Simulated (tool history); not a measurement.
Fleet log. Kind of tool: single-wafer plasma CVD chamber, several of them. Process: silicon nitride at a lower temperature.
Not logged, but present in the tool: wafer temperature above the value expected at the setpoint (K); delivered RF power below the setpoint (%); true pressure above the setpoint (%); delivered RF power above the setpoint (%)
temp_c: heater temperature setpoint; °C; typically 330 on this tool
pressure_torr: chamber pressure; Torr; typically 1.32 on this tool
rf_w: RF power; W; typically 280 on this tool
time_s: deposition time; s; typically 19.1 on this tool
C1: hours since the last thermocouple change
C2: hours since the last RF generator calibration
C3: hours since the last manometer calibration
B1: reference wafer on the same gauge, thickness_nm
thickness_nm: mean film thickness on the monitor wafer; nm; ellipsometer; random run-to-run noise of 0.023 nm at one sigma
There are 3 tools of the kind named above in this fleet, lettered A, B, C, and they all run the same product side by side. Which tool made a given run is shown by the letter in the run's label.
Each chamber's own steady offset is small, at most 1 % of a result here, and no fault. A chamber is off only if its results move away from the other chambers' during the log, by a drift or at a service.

Run 1C, hour 5.1: usual settings; C1 462.2; C2 726.7; C3 121.4; B1 23.193. Result: thickness_nm 20.65 nm.
Run 2B, hour 12.5: usual settings; C1 129.9; C2 356.8; C3 1540.4; B1 23.189. Result: thickness_nm 20.363 nm.
Run 3A, hour 18.6: usual settings; C1 1401.2; C2 2067.7; C3 1127.7; B1 23.195. Result: thickness_nm 20.45 nm.
Run 4B, hour 26.8: usual settings; C1 144.2; C2 371.1; C3 1554.7; B1 23.192. Result: thickness_nm 20.43 nm.
Run 5C, hour 34.9: usual settings; C1 492; C2 756.5; C3 151.2; B1 23.182. Result: thickness_nm 20.594 nm.
Run 6A, hour 38.8: usual settings; C1 1421.4; C2 2087.9; C3 1147.9; B1 23.185. Result: thickness_nm 20.493 nm.
Run 7B, hour 47.3: usual settings; C1 164.7; C2 391.6; C3 1575.2; B1 23.18. Result: thickness_nm 20.377 nm.
Run 8A, hour 52.4: usual settings; C1 1435; C2 2101.5; C3 1161.5; B1 23.179. Result: thickness_nm 20.502 nm.
Run 9C, hour 58: usual settings; C1 515.1; C2 779.6; C3 174.3; B1 23.173. Result: thickness_nm 20.598 nm.
Run 10A, hour 63.5: usual settings; C1 1446.1; C2 2112.6; C3 1172.6; B1 23.176. Result: thickness_nm 20.449 nm.
Run 11B, hour 68.6: usual settings; C1 186; C2 412.9; C3 1596.5; B1 23.172. Result: thickness_nm 20.39 nm.
Run 12C, hour 74.7: usual settings; C1 531.8; C2 796.3; C3 191; B1 23.169. Result: thickness_nm 20.589 nm.
Run 13A, hour 78.7: usual settings; C1 1461.3; C2 2127.8; C3 1187.8; B1 23.172. Result: thickness_nm 20.485 nm.
Run 14C, hour 82.9: usual settings; C1 540; C2 804.5; C3 199.2; B1 23.166. Result: thickness_nm 20.572 nm.
Run 15B, hour 88.8: usual settings; C1 206.2; C2 433.1; C3 1616.7; B1 23.169. Result: thickness_nm 20.409 nm.
Run 16A, hour 95.9: usual settings; C1 1478.5; C2 2145; C3 1205; B1 23.162. Result: thickness_nm 20.457 nm.
Run 17B, hour 100: usual settings but temp_c 323 °C; C1 217.4; C2 444.3; C3 1627.9; B1 23.16. Result: thickness_nm 20.405 nm.
Run 18C, hour 107.7: usual settings but temp_c 323 °C; C1 564.8; C2 829.3; C3 224; B1 23.156. Result: thickness_nm 20.628 nm.
Run 19A, hour 111.8: usual settings but temp_c 323 °C; C1 1494.4; C2 2160.9; C3 1220.9; B1 23.157. Result: thickness_nm 20.496 nm.
Run 20B, hour 116.2: usual settings; C1 233.6; C2 460.5; C3 1644.1; B1 23.156. Result: thickness_nm 20.353 nm.
Run 21C, hour 123.5: usual settings but pressure_torr 1.56 Torr; C1 580.6; C2 845.1; C3 239.8; B1 23.151. Result: thickness_nm 21.589 nm.
Run 22B, hour 131.1: usual settings but pressure_torr 1.56 Torr; C1 248.5; C2 475.4; C3 1659; B1 23.145. Result: thickness_nm 21.382 nm.
Run 23C, hour 138.6: usual settings but pressure_torr 1.56 Torr; C1 595.7; C2 860.2; C3 254.9; B1 23.14. Result: thickness_nm 21.567 nm.
Run 24A, hour 145.5: usual settings; C1 1528.1; C2 2194.6; C3 1254.6; B1 23.147. Result: thickness_nm 20.435 nm.
Run 25B, hour 151.8: usual settings; C1 269.2; C2 496.1; C3 1679.7; B1 23.142. Result: thickness_nm 20.373 nm.
Run 26A, hour 159.7: usual settings; C1 1542.3; C2 2208.8; C3 1268.8; B1 23.14. Result: thickness_nm 20.436 nm.
Run 27C, hour 165.2: usual settings but time_s 17.3 s; C1 622.3; C2 886.8; C3 281.5; B1 23.125. Result: thickness_nm 18.616 nm.
Run 28B, hour 171.5: usual settings but time_s 17.3 s; C1 288.9; C2 515.8; C3 1699.4; B1 23.126. Result: thickness_nm 18.413 nm.
Run 29C, hour 179.6: usual settings but time_s 17.3 s; C1 636.7; C2 901.2; C3 295.9; B1 23.115. Result: thickness_nm 18.605 nm.
Run 30A, hour 186.5: usual settings; C1 1569.1; C2 2235.6; C3 1295.6; B1 23.124. Result: thickness_nm 20.442 nm.
Run 31A, hour 191.2: usual settings; C1 1573.8; C2 2240.3; C3 1300.3; B1 23.122. Result: thickness_nm 20.437 nm.
Run 32C, hour 195.1: usual settings; C1 652.2; C2 916.7; C3 311.4; B1 23.121. Result: thickness_nm 20.566 nm.
Run 33B, hour 201: usual settings; C1 318.4; C2 545.3; C3 1728.9; B1 23.12. Result: thickness_nm 20.325 nm.
Run 34C, hour 204.9: usual settings; C1 662; C2 926.5; C3 321.2; B1 23.115. Result: thickness_nm 20.477 nm.
At hour 209.2: chamber A: RF generator calibrated.
Run 35A, hour 210.2: usual settings; C1 1592.8; C2 1; C3 1319.3; B1 23.117. Result: thickness_nm 20.462 nm.
Run 36B, hour 215.4: usual settings; C1 332.8; C2 559.7; C3 1743.3; B1 23.113. Result: thickness_nm 20.299 nm.
Run 37B, hour 223.6: usual settings; C1 341; C2 567.9; C3 1751.5; B1 23.109. Result: thickness_nm 20.28 nm.
Run 38A, hour 228.7: usual settings; C1 1611.3; C2 19.5; C3 1337.8; B1 23.1. Result: thickness_nm 20.395 nm.
Run 39C, hour 237: usual settings; C1 694.1; C2 958.6; C3 353.3; B1 23.106. Result: thickness_nm 20.516 nm.
Run 40A, hour 244.6: usual settings; C1 1627.2; C2 35.4; C3 1353.7; B1 23.097. Result: thickness_nm 20.418 nm.
Run 41B, hour 248.5: usual settings; C1 365.9; C2 592.8; C3 1776.4; B1 23.108. Result: thickness_nm 20.336 nm.
Run 42C, hour 255.6: usual settings but temp_c 320 °C, time_s 20.7 s; C1 712.7; C2 977.2; C3 371.9; B1 23.095. Result: thickness_nm 22.273 nm.
Run 43A, hour 260.6: usual settings but temp_c 320 °C, time_s 20.7 s; C1 1643.2; C2 51.4; C3 1369.7; B1 23.096. Result: thickness_nm 22.198 nm.

Next, all 3 chambers run the settings below, one line each with question marks for the results. What does each chamber give?
Run 44A, hour 266.7: usual settings. Result: thickness_nm ?.
Run 44B, hour 266.7: usual settings. Result: thickness_nm ?.
Run 44C, hour 266.7: usual settings. Result: thickness_nm ?.

run  thickness_nm
44A        20.408
44B        20.274
44C        20.547

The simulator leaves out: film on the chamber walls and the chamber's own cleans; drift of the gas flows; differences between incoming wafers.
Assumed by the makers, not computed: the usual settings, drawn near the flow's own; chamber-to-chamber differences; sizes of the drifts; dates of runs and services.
